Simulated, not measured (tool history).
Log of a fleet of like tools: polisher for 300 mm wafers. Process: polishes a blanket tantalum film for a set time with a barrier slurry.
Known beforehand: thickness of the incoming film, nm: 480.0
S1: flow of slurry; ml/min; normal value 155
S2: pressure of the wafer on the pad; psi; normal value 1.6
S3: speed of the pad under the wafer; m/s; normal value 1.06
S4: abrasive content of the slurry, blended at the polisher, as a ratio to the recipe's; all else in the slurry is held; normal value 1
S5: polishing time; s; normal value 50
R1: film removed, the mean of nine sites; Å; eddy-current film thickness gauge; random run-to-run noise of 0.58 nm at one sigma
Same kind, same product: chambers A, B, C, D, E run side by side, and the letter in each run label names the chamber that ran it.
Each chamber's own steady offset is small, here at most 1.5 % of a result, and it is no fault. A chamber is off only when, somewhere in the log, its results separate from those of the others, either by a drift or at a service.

| run | day | S1 | S2 | S3 | S4 | S5 | R1 |
|---|---|---|---|---|---|---|---|
| 1D | 0.079 | 155 | 1.6 | 1.06 | 1 | 50 | 572 |
| 2C | 0.171 | 155 | 1.6 | 1.06 | 1 | 50 | 575.15 |
| 3B | 0.317 | 155 | 1.6 | 1.06 | 1 | 50 | 566.47 |
| 4E | 0.492 | 155 | 1.6 | 1.06 | 1 | 50 | 578.22 |
| 5A | 0.604 | 155 | 1.6 | 1.06 | 1 | 50 | 569.22 |
| 6E | 0.738 | 155 | 1.6 | 1.06 | 1 | 50 | 582.98 |
|  | 0.767 | chamber E: worn pad replaced by a new one |
| 7D | 0.833 | 155 | 1.6 | 1.06 | 1 | 50 | 586.11 |
| 8C | 0.912 | 155 | 1.6 | 1.06 | 1 | 50 | 570.98 |
| 9A | 1 | 155 | 1.6 | 1.06 | 1 | 50 | 582.97 |
|  | 1.038 | chamber A: head pressure recalibrated |
| 10B | 1.129 | 155 | 1.6 | 1.06 | 1 | 50 | 575.82 |
| 11E | 1.275 | 155 | 1.6 | 1.06 | 1 | 50 | 588.45 |
| 12C | 1.383 | 155 | 1.6 | 1.06 | 1 | 50 | 573.4 |
|  | 1.504 | chamber D: slurry blender recalibrated |
| 13B | 1.533 | 155 | 1.6 | 1.06 | 1 | 50 | 564.3 |
| 14D | 1.704 | 155 | 1.6 | 1.06 | 1 | 50 | 584.97 |
| 15A | 1.867 | 155 | 1.6 | 1.06 | 1 | 50 | 564.33 |
| 16B | 1.971 | 155 | 1.6 | 1.06 | 1 | 50 | 564.74 |
|  | 2.142 | chamber C: worn pad replaced by a new one |
| 17D | 2.146 | 155 | 1.6 | 1.06 | 1 | 50 | 584.22 |
| 18E | 2.233 | 155 | 1.6 | 1.06 | 1 | 50 | 588.67 |
|  | 2.262 | chamber B: slurry blender recalibrated |
| 19A | 2.379 | 155 | 1.6 | 1.06 | 1 | 50 | 576.37 |
| 20C | 2.496 | 155 | 1.4 | 1.06 | 1.1 | 50 | 527.48 |
| 21E | 2.617 | 155 | 1.4 | 1.06 | 1.1 | 50 | 514.54 |
| 22D | 2.767 | 155 | 1.4 | 1.06 | 1.1 | 50 | 528.88 |
|  | 2.783 | chamber E: slurry blender recalibrated |
| 23B | 2.862 | 155 | 1.4 | 1.06 | 1.1 | 50 | 511.61 |
| 24A | 2.95 | 155 | 1.4 | 1.06 | 1.1 | 50 | 511.57 |
| 25C | 3.033 | 155 | 1.6 | 1.06 | 1 | 50 | 584.01 |
|  | 3.038 | chamber D: worn pad replaced by a new one |
| 26B | 3.188 | 155 | 1.6 | 1.06 | 1 | 50 | 575.44 |
| 27D | 3.296 | 155 | 1.6 | 1.06 | 1 | 50 | 579.87 |
| 28A | 3.392 | 155 | 1.6 | 1.06 | 1 | 50 | 572.33 |
| 29C | 3.471 | 155 | 1.6 | 1.06 | 1 | 50 | 585.15 |
| 30E | 3.604 | 155 | 1.6 | 1.06 | 1 | 50 | 589.76 |
| 31D | 3.779 | 155 | 1.6 | 1.06 | 1 | 50 | 582.25 |
| 32C | 3.871 | 185 | 1.6 | 1.06 | 1 | 44 | 516.75 |
| 33A | 4.029 | 185 | 1.6 | 1.06 | 1 | 44 | 514.45 |
| 34B | 4.121 | 185 | 1.6 | 1.06 | 1 | 44 | 517.23 |

Does one chamber stand apart from the rest, does the shared gauge drift, or is all well apart from small per-chamber offsets? Give the chamber and the most likely cause, where there is one.

The fleet is healthy, with each chamber sitting at its usual small offset and no drift in the gauge.
